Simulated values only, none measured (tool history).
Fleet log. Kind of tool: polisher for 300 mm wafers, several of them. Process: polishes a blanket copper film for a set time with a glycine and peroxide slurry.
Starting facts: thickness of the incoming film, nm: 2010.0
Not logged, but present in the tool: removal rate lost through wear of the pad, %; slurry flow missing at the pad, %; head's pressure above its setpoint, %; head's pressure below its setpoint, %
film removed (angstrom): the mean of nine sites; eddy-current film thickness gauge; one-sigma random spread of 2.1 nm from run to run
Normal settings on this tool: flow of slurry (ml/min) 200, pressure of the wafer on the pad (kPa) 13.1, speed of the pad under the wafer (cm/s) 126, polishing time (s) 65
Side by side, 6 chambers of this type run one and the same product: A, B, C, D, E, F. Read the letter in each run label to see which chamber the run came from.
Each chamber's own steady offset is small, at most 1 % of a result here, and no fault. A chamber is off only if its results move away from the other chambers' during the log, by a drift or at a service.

run	hour	flow of slurry (ml/min)	pressure of the wafer on the pad (kPa)	speed of the pad under the wafer (cm/s)	polishing time (s)	wafers polished on this pad	hours since the slurry nozzle was cleaned	hours since the head pressure was calibrated	film removed (angstrom)
1B	6.6	200	13.1	126	65	498	593.6	122.3	2916.6
2C	13.4	200	13.1	126	65	993	140.6	842.5	2892.1
# hour 20.2: chamber D: worn pad replaced by a new one
3A	20.7	200	13.1	126	65	347	65.1	37	2879.7
# hour 23.7: chamber E: worn pad replaced by a new one
4F	27	200	13.1	126	65	440	77.7	479.2	2893.8
5D	33.6	200	13.1	126	65	191	244.7	362.1	2875.6
6E	38.4	200	13.1	126	65	210	308.2	999.8	2951
# hour 41.7: chamber C: worn pad replaced by a new one
7B	45.4	200	13.1	126	65	1052	632.4	161.1	2908.2
# hour 50.8: chamber B: worn pad replaced by a new one
8C	51.6	200	13.1	126	65	142	178.8	880.7	2883.2
9F	56.3	200	13.1	126	65	858	107	508.5	2918.1
# hour 59.4: chamber C: head pressure recalibrated
# hour 60.6: chamber F: worn pad replaced by a new one
10A	63.7	200	13.1	126	65	961	108.1	80	2852.1
11D	68.1	200	13.1	126	65	684	279.2	396.6	2874.7
12E	73.5	200	13.1	126	65	711	343.3	1034.9	2931.3
13A	77.7	200	13.1	126	73	1161	122.1	94	3294.3
# hour 81.9: chamber F: head pressure recalibrated
14D	83.7	200	13.1	126	73	907	294.8	412.2	3244
# hour 84.6: chamber E: worn pad replaced by a new one
15C	89.4	200	13.1	126	73	682	216.6	30	3244.2
16F	95.1	200	13.1	126	73	493	145.8	13.3	3277.1
# hour 98.5: chamber E: head pressure recalibrated
17E	102.6	200	13.1	126	73	257	372.4	4.1	3055.8
18B	106.9	200	13.1	126	73	801	693.9	222.6	3227.9
# hour 107.3: chamber A: worn pad replaced by a new one
19B	111.9	200	13.1	126	65	872	698.9	227.6	2897.6
# hour 112.7: chamber D: worn pad replaced by a new one
# hour 116.5: chamber C: worn pad replaced by a new one
20A	119.8	200	13.1	126	65	179	164.2	136.1	2877.7
# hour 123: chamber B: worn pad replaced by a new one
# hour 123.5: chamber F: worn pad replaced by a new one
21D	124.8	200	13.1	126	65	173	335.9	453.3	2924.1
22E	131.9	200	13.1	126	65	676	401.7	33.4	2762.4
# hour 134.2: chamber E: worn pad replaced by a new one
23F	137.1	200	13.1	126	65	195	187.8	55.3	2934.4
24C	144	200	13.1	126	65	393	271.2	84.6	2889.7
25A	150.1	200	13.1	126	65	612	194.5	166.4	2926.8
26B	155.3	200	13.1	126	65	461	742.3	271	2897.8
27D	162.9	200	13.1	126	65	717	374	491.4	2906.3
28E	170.6	200	13.1	126	65	521	440.4	72.1	2747.7
29F	178.5	200	13.1	126	65	786	229.2	96.7	2871.6
# hour 184.7: chamber E: worn pad replaced by a new one
30C	184.9	200	13.1	126	65	977	312.1	125.5	2894.2
# hour 187.9: chamber F: worn pad replaced by a new one
# hour 187.9: chamber B: worn pad replaced by a new one
31D	192.5	200	13.1	126	65	1140	403.6	521	2861.8
# hour 195.7: chamber C: worn pad replaced by a new one
32F	197.6	200	13.1	126	65	139	248.3	115.8	2873.8
# hour 203.3: chamber D: worn pad replaced by a new one
33A	206.4	170	13.1	126	54	1416	250.8	222.7	2345.9
34B	213.5	170	13.1	126	54	366	800.5	329.2	2381
# hour 218.4: chamber A: worn pad replaced by a new one
35E	219.6	170	13.1	126	54	499	489.4	121.1	2249.6
36C	223.6	170	13.1	126	54	399	350.8	164.2	2341.1
37E	230.1	170	13.1	126	54	648	499.9	131.6	2276.9
38F	234.8	170	13.1	126	54	671	285.5	153	2360
39D	239.6	200	13.1	126	65	518	450.7	568.1	2920.5
40B	246.3	200	13.1	150	65	834	833.3	362	3363.6
41A	252.8	200	13.1	150	65	491	297.2	269.1	3328.2
42C	257.5	200	13.1	150	65	883	384.7	198.1	3358.5
43C	261.7	200	13.1	150	65	943	388.9	202.3	3333.8

For the next run the whole fleet of 6 chambers uses the same settings. Give each chamber's results:
44A	268.3	200	13.1	126	55				?
44B	268.3	200	13.1	126	55				?
44C	268.3	200	13.1	126	55				?
44D	268.3	200	13.1	126	55				?
44E	268.3	200	13.1	126	55				?
44F	268.3	200	13.1	126	55				?

run	film removed (angstrom)
44A	2446.3
44B	2440.6
44C	2473.3
44D	2443.1
44E	2325.4
44F	2432

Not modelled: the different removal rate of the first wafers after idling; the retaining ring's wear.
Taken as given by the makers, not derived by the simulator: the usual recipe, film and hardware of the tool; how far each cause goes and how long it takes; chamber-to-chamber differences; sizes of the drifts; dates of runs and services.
